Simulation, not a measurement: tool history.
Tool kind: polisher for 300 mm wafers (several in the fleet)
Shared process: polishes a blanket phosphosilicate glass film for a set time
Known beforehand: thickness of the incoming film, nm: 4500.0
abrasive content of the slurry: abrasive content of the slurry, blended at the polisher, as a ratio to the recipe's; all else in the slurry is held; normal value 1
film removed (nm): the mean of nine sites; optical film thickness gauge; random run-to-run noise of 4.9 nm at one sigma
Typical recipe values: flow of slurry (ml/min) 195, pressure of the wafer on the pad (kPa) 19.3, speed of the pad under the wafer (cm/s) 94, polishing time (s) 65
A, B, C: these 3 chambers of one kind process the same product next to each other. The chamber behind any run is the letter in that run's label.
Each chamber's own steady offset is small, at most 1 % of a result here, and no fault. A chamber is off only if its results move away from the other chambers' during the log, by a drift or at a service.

run	hour	flow of slurry (ml/min)	pressure of the wafer on the pad (kPa)	speed of the pad under the wafer (cm/s)	abrasive content of the slurry	polishing time (s)	film removed (nm)
1C	4.5	195	19.3	94	1	65	407.49
2A	12.8	195	19.3	94	1	65	403.60
3B	18.6	195	19.3	94	1	65	408.23
# hour 23.7: chamber B: worn pad replaced by a new one
4B	25.7	195	19.3	94	1	65	421.74
# hour 30.5: chamber C: worn pad replaced by a new one
# hour 32.0: chamber A: slurry blender recalibrated
5C	35.0	195	19.3	94	1	65	401.95
6A	44.5	250	19.3	94	1	49	314.71
7A	48.8	250	19.3	94	1	49	321.68
# hour 55.1: chamber A: worn pad replaced by a new one
8B	56.1	250	19.3	94	1	49	316.44
9C	60.4	195	19.3	94	1	65	410.15
# hour 64.6: chamber B: worn pad replaced by a new one
10B	67.2	160	19.3	94	1	82	497.94
11C	74.6	160	19.3	94	1	82	501.09
12A	81.3	160	19.3	94	1	82	489.00
# hour 82.0: chamber C: worn pad replaced by a new one
13C	90.5	195	19.3	94	1	65	398.60
14A	99.7	195	19.3	94	1	65	403.22
# hour 102.0: chamber B: worn pad replaced by a new one
# hour 104.0: chamber B: slurry blender recalibrated
15B	108.4	195	19.3	94	1	65	411.14
# hour 114.8: chamber A: worn pad replaced by a new one
16C	115.2	195	19.3	94	1	65	402.44
# hour 116.5: chamber B: conditioning disc replaced and pad reconditioned
17A	119.5	195	19.3	94	1	65	400.51
18B	126.8	195	19.3	94	1	65	406.95
19C	132.4	195	19.3	94	1	65	406.41
# hour 133.4: chamber C: worn pad replaced by a new one
20B	141.4	195	19.3	94	1	65	411.07
# hour 146.4: chamber B: worn pad replaced by a new one
21A	146.6	195	19.3	94	1	65	405.27
22B	155.8	195	19.3	94	1	65	410.08
23A	163.5	195	19.3	94	1	65	412.10
# hour 165.8: chamber C: slurry blender recalibrated
24C	170.7	195	19.3	94	1	65	402.75
# hour 176.7: chamber C: worn pad replaced by a new one
25C	177.9	195	19.3	94	1	65	400.80

The same settings go to every chamber for the next run, one line per chamber below. Forecast the results for each:
26A	185.0	195	22.8	94	1	65	?
26B	185.0	195	22.8	94	1	65	?
26C	185.0	195	22.8	94	1	65	?

run	film removed (nm)
26A	476.73
26B	475.16
26C	472.86
